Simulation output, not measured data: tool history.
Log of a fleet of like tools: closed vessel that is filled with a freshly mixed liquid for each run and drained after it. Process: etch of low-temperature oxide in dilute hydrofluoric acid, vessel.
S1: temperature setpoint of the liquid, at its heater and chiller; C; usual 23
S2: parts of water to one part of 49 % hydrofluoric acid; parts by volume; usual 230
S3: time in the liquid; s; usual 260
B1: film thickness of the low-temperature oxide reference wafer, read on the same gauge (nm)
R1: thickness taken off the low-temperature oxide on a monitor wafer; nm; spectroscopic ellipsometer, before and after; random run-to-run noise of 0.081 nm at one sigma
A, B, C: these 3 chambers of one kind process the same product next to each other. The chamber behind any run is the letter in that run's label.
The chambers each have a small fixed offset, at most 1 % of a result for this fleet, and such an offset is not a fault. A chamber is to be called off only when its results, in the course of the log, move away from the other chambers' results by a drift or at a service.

Run 1C, day 0.442: usual settings; B1 129.99. Result: R1 10.1480 nm.
Run 2B, day 1.083: usual settings; B1 129.97. Result: R1 9.8688 nm.
At day 1.500: chamber C: thermometer replaced.
Run 3A, day 1.692: usual settings; B1 130.02. Result: R1 10.0350 nm.
Run 4C, day 2.021: usual settings; B1 129.96. Result: R1 10.1100 nm.
Run 5A, day 2.625: usual settings but S3 345 s; B1 129.95. Result: R1 13.3700 nm.
Run 6B, day 3.104: usual settings but S3 345 s; B1 130.00. Result: R1 13.1530 nm.
Run 7A, day 3.488: usual settings but S3 345 s; B1 129.98. Result: R1 13.4490 nm.
Run 8C, day 4.050: usual settings; B1 129.94. Result: R1 9.9551 nm.
At day 4.192: chamber A: thermometer replaced.
Run 9B, day 4.396: usual settings; B1 130.00. Result: R1 9.9401 nm.
Run 10C, day 4.942: usual settings; B1 130.03. Result: R1 9.9298 nm.
Run 11B, day 5.246: usual settings; B1 129.94. Result: R1 9.9053 nm.
Run 12A, day 5.817: usual settings; B1 130.01. Result: R1 10.3590 nm.
Run 13A, day 6.404: usual settings; B1 129.98. Result: R1 10.1960 nm.
Run 14B, day 6.925: usual settings; B1 129.98. Result: R1 9.9929 nm.
Run 15C, day 7.271: usual settings but S2 130 parts by volume, S3 340 s; B1 129.97. Result: R1 26.4970 nm.
Run 16B, day 7.621: usual settings but S2 130 parts by volume, S3 340 s; B1 129.98. Result: R1 25.4610 nm.
Run 17A, day 7.942: usual settings but S2 130 parts by volume, S3 340 s; B1 130.02. Result: R1 26.4290 nm.
Run 18C, day 8.508: usual settings; B1 129.93. Result: R1 10.1750 nm.
Run 19A, day 8.871: usual settings; B1 130.05. Result: R1 10.3780 nm.
Run 20C, day 9.267: usual settings; B1 130.02. Result: R1 10.1320 nm.
Run 21B, day 9.579: usual settings but S2 315 parts by volume, S3 130 s; B1 130.01. Result: R1 3.3913 nm.
Run 22C, day 9.921: usual settings but S2 315 parts by volume, S3 130 s; B1 130.01. Result: R1 3.3735 nm.
Run 23B, day 10.471: usual settings but S2 315 parts by volume, S3 130 s; B1 129.98. Result: R1 3.3822 nm.
Run 24A, day 10.925: usual settings; B1 130.06. Result: R1 10.5050 nm.
Run 25B, day 11.242: usual settings; B1 129.95. Result: R1 9.8094 nm.
Run 26C, day 11.617: usual settings; B1 129.98. Result: R1 10.1610 nm.
Run 27A, day 12.158: usual settings; B1 129.98. Result: R1 10.4550 nm.
At day 12.196: chamber B: hydrofluoric acid flow meter replaced.
Run 28B, day 12.762: usual settings; B1 130.01. Result: R1 9.8727 nm.
Run 29C, day 13.279: usual settings; B1 129.98. Result: R1 10.0980 nm.
Run 30A, day 13.933: usual settings but S3 315 s; B1 129.99. Result: R1 12.7470 nm.
Run 31C, day 14.308: usual settings but S3 315 s; B1 130.03. Result: R1 12.1420 nm.
Run 32A, day 14.958: usual settings but S3 315 s; B1 129.99. Result: R1 13.0390 nm.
Run 33B, day 15.625: usual settings; B1 130.01. Result: R1 9.7174 nm.
Run 34B, day 16.254: usual settings but S1 26 C, S2 140 parts by volume; B1 129.98. Result: R1 19.8010 nm.
Run 35C, day 16.767: usual settings but S1 26 C, S2 140 parts by volume; B1 130.05. Result: R1 20.6020 nm.
Run 36A, day 17.392: usual settings but S1 26 C, S2 140 parts by volume; B1 130.00. Result: R1 21.8070 nm.
Run 37B, day 17.692: usual settings; B1 129.97. Result: R1 9.7826 nm.
Run 38C, day 18.108: usual settings; B1 130.02. Result: R1 10.1380 nm.
Run 39A, day 18.754: usual settings but S3 340 s; B1 130.00. Result: R1 14.1350 nm.
Run 40C, day 19.238: usual settings but S3 340 s; B1 130.01. Result: R1 12.9190 nm.

The same settings go to every chamber for the next run, one line per chamber below. Forecast the results for each:
Run 41A, day 19.725: usual settings but S2 125 parts by volume. Result: R1 ?.
Run 41B, day 19.725: usual settings but S2 125 parts by volume. Result: R1 ?.
Run 41C, day 19.725: usual settings but S2 125 parts by volume. Result: R1 ?.

run       R1
41A  22.4090
41B  20.4190
41C  21.2290
